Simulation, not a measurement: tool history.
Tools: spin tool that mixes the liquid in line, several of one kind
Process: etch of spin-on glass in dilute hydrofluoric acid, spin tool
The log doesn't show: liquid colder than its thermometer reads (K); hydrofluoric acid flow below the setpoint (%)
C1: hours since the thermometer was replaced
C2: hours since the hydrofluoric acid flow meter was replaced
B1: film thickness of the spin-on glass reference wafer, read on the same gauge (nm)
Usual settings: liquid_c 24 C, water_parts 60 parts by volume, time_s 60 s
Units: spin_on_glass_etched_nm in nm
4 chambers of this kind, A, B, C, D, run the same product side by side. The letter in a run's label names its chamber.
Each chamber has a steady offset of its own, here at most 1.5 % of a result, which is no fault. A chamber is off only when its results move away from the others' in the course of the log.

run 1B day=0.533 | liquid_c=24 water_parts=60 time_s=60 | C1=666.3 C2=579.4 | B1=140.05 | spin_on_glass_etched_nm=21.933
run 2A day=1.029 | liquid_c=24 water_parts=60 time_s=60 | C1=2160.5 C2=600.4 | B1=139.99 | spin_on_glass_etched_nm=21.648
run 3D day=1.312 | liquid_c=24 water_parts=60 time_s=60 | C1=659.1 C2=368.5 | B1=139.98 | spin_on_glass_etched_nm=22.057
run 4C day=1.808 | liquid_c=24 water_parts=60 time_s=60 | C1=972.3 C2=588.8 | B1=139.98 | spin_on_glass_etched_nm=21.944
run 5B day=2.179 | liquid_c=24 water_parts=60 time_s=60 | C1=705.8 C2=618.9 | B1=140.01 | spin_on_glass_etched_nm=21.593
run 6D day=2.492 | liquid_c=24 water_parts=60 time_s=60 | C1=687.4 C2=396.8 | B1=139.99 | spin_on_glass_etched_nm=22.107
run 7C day=2.983 | liquid_c=24 water_parts=40 time_s=40 | C1=1000.5 C2=617 | B1=140.03 | spin_on_glass_etched_nm=22.844
run 8A day=3.338 | liquid_c=24 water_parts=40 time_s=40 | C1=2215.9 C2=655.8 | B1=139.97 | spin_on_glass_etched_nm=21.932
run 9A day=3.679 | liquid_c=24 water_parts=40 time_s=40 | C1=2224.1 C2=664 | B1=139.98 | spin_on_glass_etched_nm=21.992
run 10C day=4.008 | liquid_c=24 water_parts=40 time_s=40 | C1=1025.1 C2=641.6 | B1=140.03 | spin_on_glass_etched_nm=22.796
run 11D day=4.388 | liquid_c=24 water_parts=60 time_s=60 | C1=732.9 C2=442.3 | B1=140 | spin_on_glass_etched_nm=21.962
run 12B day=4.896 | liquid_c=24 water_parts=60 time_s=60 | C1=771 C2=684.1 | B1=139.97 | spin_on_glass_etched_nm=21.055
run 13A day=5.412 | liquid_c=24 water_parts=60 time_s=60 | C1=2265.7 C2=705.6 | B1=139.99 | spin_on_glass_etched_nm=21.778
run 14B day=5.692 | liquid_c=24 water_parts=60 time_s=60 | C1=790.1 C2=703.2 | B1=139.97 | spin_on_glass_etched_nm=20.84
run 15C day=5.988 | liquid_c=24 water_parts=60 time_s=60 | C1=1072.6 C2=689.1 | B1=139.95 | spin_on_glass_etched_nm=21.615
run 16D day=6.25 | liquid_c=24 water_parts=60 time_s=60 | C1=777.6 C2=487 | B1=140.03 | spin_on_glass_etched_nm=22.054
run 17A day=6.662 | liquid_c=24 water_parts=60 time_s=60 | C1=2295.7 C2=735.6 | B1=140.01 | spin_on_glass_etched_nm=21.439
run 18D day=7.046 | liquid_c=24 water_parts=60 time_s=60 | C1=796.7 C2=506.1 | B1=139.97 | spin_on_glass_etched_nm=22.062
run 19C day=7.433 | liquid_c=24 water_parts=60 time_s=60 | C1=1107.3 C2=723.8 | B1=139.97 | spin_on_glass_etched_nm=21.65
run 20B day=7.779 | liquid_c=24 water_parts=60 time_s=60 | C1=840.2 C2=753.3 | B1=139.99 | spin_on_glass_etched_nm=21.003
run 21C day=8.138 | liquid_c=20.5 water_parts=60 time_s=95 | C1=1124.2 C2=740.7 | B1=140.02 | spin_on_glass_etched_nm=30.227
run 22A day=8.658 | liquid_c=20.5 water_parts=60 time_s=95 | C1=2343.6 C2=783.5 | B1=139.97 | spin_on_glass_etched_nm=29.423
run 23D day=9.146 | liquid_c=20.5 water_parts=60 time_s=95 | C1=847.1 C2=556.5 | B1=140 | spin_on_glass_etched_nm=30.103
run 24B day=9.471 | liquid_c=20.5 water_parts=60 time_s=95 | C1=880.8 C2=793.9 | B1=140.02 | spin_on_glass_etched_nm=28.332
run 25A day=9.908 | liquid_c=24 water_parts=60 time_s=60 | C1=2373.6 C2=813.5 | B1=139.99 | spin_on_glass_etched_nm=21.176
run 26B day=10.158 | liquid_c=24 water_parts=60 time_s=60 | C1=897.3 C2=810.4 | B1=140.04 | spin_on_glass_etched_nm=20.697
run 27D day=10.608 | liquid_c=24 water_parts=60 time_s=60 | C1=882.2 C2=591.6 | B1=140.02 | spin_on_glass_etched_nm=22.059
run 28C day=10.904 | liquid_c=24 water_parts=60 time_s=60 | C1=1190.6 C2=807.1 | B1=140.01 | spin_on_glass_etched_nm=21.709
run 29D day=11.379 | liquid_c=24 water_parts=60 time_s=60 | C1=900.7 C2=610.1 | B1=140 | spin_on_glass_etched_nm=21.875
run 30A day=11.783 | liquid_c=24 water_parts=60 time_s=60 | C1=2418.6 C2=858.5 | B1=140.01 | spin_on_glass_etched_nm=21.368
run 31B day=12.212 | liquid_c=24 water_parts=60 time_s=60 | C1=946.6 C2=859.7 | B1=140.02 | spin_on_glass_etched_nm=20.142
run 32C day=12.479 | liquid_c=24 water_parts=60 time_s=60 | C1=1228.4 C2=844.9 | B1=139.98 | spin_on_glass_etched_nm=21.838
run 33C day=12.788 | liquid_c=24 water_parts=60 time_s=60 | C1=1235.8 C2=852.3 | B1=139.99 | spin_on_glass_etched_nm=21.966

Is one chamber off against the others, does the gauge drift, or is nothing wrong? If a chamber is off, say which, and what the likeliest cause is.

Chamber B drifts away from the others.
Cause: hydrofluoric acid flow below the setpoint (%) = 6.69.
The log may not tell that from: liquid colder than its thermometer reads (K).

Here are 4 candidates for chamber B's next run, each the usual settings with a change, their results left as question marks. Which one brings its results back in line with what the others give on the usual settings?
In line means no further than this from the other chambers' mean on the usual settings: spin_on_glass_etched_nm 0.71 nm
run 34B-1 day=13.196 | liquid_c=27.5 water_parts=60 time_s=60 | spin_on_glass_etched_nm=?
run 34B-2 day=13.196 | liquid_c=22 water_parts=60 time_s=60 | spin_on_glass_etched_nm=?
run 34B-3 day=13.196 | liquid_c=24 water_parts=60 time_s=65 | spin_on_glass_etched_nm=?
run 34B-4 day=13.196 | liquid_c=20.5 water_parts=60 time_s=60 | spin_on_glass_etched_nm=?

The other chambers' mean on the usual settings: spin_on_glass_etched_nm 21.781 nm
run=34B-1 spin_on_glass_etched_nm=23.085
run=34B-2 spin_on_glass_etched_nm=18.54
run=34B-3 spin_on_glass_etched_nm=21.776
run=34B-4 spin_on_glass_etched_nm=17.433
34B-3 brings the chamber back in line.

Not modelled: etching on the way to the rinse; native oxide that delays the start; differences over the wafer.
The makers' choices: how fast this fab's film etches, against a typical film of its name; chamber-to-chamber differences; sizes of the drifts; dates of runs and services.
